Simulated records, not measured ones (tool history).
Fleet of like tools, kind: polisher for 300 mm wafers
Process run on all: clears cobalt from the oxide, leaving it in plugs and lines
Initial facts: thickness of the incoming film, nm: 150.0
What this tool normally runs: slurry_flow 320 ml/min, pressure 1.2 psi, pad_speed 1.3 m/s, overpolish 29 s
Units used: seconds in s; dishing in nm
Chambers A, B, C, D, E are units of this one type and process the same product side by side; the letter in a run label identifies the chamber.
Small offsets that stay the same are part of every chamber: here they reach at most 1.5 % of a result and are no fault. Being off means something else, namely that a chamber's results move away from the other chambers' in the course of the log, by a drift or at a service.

run,day,slurry_flow,pressure,pad_speed,overpolish,wafers polished on this pad,hours since the slurry nozzle was cleaned,hours since the head pressure was calibrated,seconds,dishing
# day 0.204: chamber C: head pressure recalibrated
1C,0.208,320,1.2,1.3,29,158,185.6,0.2,41.485,54.676
2E,0.375,320,1.2,1.3,29,800,20.1,652.9,41.254,59.762
3D,0.583,320,1.2,1.3,29,730,85.3,767.4,42.232,56.125
# day 0.625: chamber A: worn pad replaced by a new one
4B,0.721,320,1.2,1.3,29,233,258,698,42.102,59.041
5A,0.871,320,1.2,1.3,29,61,518.8,39.3,42.873,56.354
6D,1.071,320,1.2,1.3,29,851,97,779.1,40.94,57.873
7E,1.258,320,1.2,1.3,29,1019,41.3,674.1,41.89,56.737
8A,1.533,320,1.2,1.3,29,225,534.7,55.2,42.803,60.524
9C,1.746,320,1.2,1.3,29,538,222.5,37.1,40.69,57.739
# day 1.871: chamber C: worn pad replaced by a new one
10B,1.992,320,1.2,1.3,29,547,288.5,728.5,42.494,57.329
11A,2.258,320,1.2,1.3,29,404,552.1,72.6,41.772,56.463
# day 2.354: chamber E: worn pad replaced by a new one
12B,2.454,320,1.2,1.3,29,661,299.6,739.6,41.172,57.312
13E,2.625,320,1.2,1.62,42,67,74.1,706.9,34.285,67.182
# day 2.771: chamber D: worn pad replaced by a new one
# day 2.833: chamber A: slurry nozzle cleaned
14D,2.85,320,1.2,1.62,42,20,139.7,821.8,34.133,70.686
15C,3.058,320,1.2,1.62,42,294,254,68.6,33.433,69.474
16A,3.288,320,1.2,1.62,42,659,11,97.3,33.554,73.954
17D,3.533,320,1.2,1.62,42,189,156.1,838.2,32.501,70.799
18E,3.783,320,1.2,1.3,29,353,101.9,734.7,41.533,57.073
# day 3.792: chamber A: worn pad replaced by a new one
19B,3.925,320,1.2,1.3,29,1025,334.9,774.9,40.809,58.696
# day 3.933: chamber C: worn pad replaced by a new one
20C,4.112,320,1.2,1.3,29,44,279.3,93.9,42.316,56.52
21A,4.308,320,1.2,1.3,29,128,35.5,121.8,42.78,54.425
22D,4.521,320,1.2,1.3,29,433,179.8,861.9,42.327,55.9
23C,4.75,320,1.2,1.3,29,202,294.6,109.2,40.953,59.143
# day 4.842: chamber C: slurry nozzle cleaned
24B,4.946,320,1.2,1.3,29,1278,359.4,799.4,40.26,58.665
25E,5.188,320,1.2,1.3,29,701,135.6,768.4,42.276,56.084
# day 5.3: chamber B: worn pad replaced by a new one
26D,5.421,320,1.2,1.3,29,656,201.4,883.5,42.165,58.424
27A,5.683,320,1.2,1.3,29,468,68.5,154.8,41.779,56.294
28E,5.871,320,1.2,1.3,29,870,152,784.8,42.056,58.106
29B,6.138,320,1.2,1.3,29,207,388,828,41.861,58.495
30C,6.279,320,1.2,1.3,29,580,34.6,145.9,42.629,58.419
# day 6.3: chamber C: worn pad replaced by a new one
31C,6.438,320,1.2,1.3,29,34,38.4,149.7,42.23,56.253
32B,6.562,320,1.2,1.3,29,312,398.2,838.2,41.613,57.569
33A,6.838,320,1.2,1.3,29,754,96.2,182.5,42.25,57.443
# day 6.9: chamber A: worn pad replaced by a new one
# day 7.029: chamber D: head pressure recalibrated
34D,7.042,320,1.2,1.3,29,1057,240.3,0.4,40.869,57.214
35E,7.179,320,1.2,1.3,29,1193,183.4,816.2,41.909,57.431
# day 7.346: chamber E: worn pad replaced by a new one
36B,7.371,320,1.2,1.3,29,512,417.6,857.6,41.617,58.151
37E,7.508,320,1.2,1.3,29,40,191.3,824.1,42.59,56.765
# day 7.617: chamber D: worn pad replaced by a new one
38A,7.729,320,1.2,1.3,29,205,117.6,203.9,41.509,57.058
39C,7.85,320,0.9,1.3,45,383,72.3,183.6,54.186,62.844
40D,8.071,320,0.9,1.3,45,113,265,25.1,55.458,61.501
41A,8.225,320,0.9,1.3,45,328,129.5,215.8,56.749,61.809
# day 8.354: chamber C: worn pad replaced by a new one
42C,8.508,320,0.9,1.3,45,38,88.1,199.4,53.538,60.942
43D,8.767,320,0.9,1.3,45,285,281.7,41.8,55.979,60.903
44B,8.992,320,1.2,1.3,29,913,456.5,896.5,42.509,57.152

Each of the 5 chambers runs these same settings next. Fill in every chamber's results:
45A,9.192,320,1.2,1.3,29,,,,?,?
45B,9.192,320,1.2,1.3,29,,,,?,?
45C,9.192,320,1.2,1.3,29,,,,?,?
45D,9.192,320,1.2,1.3,29,,,,?,?
45E,9.192,320,1.2,1.3,29,,,,?,?

run,seconds,dishing
45A,43.438,57.31
45B,41.525,56.469
45C,41.222,57.928
45D,41.639,60.572
45E,41.428,55.638
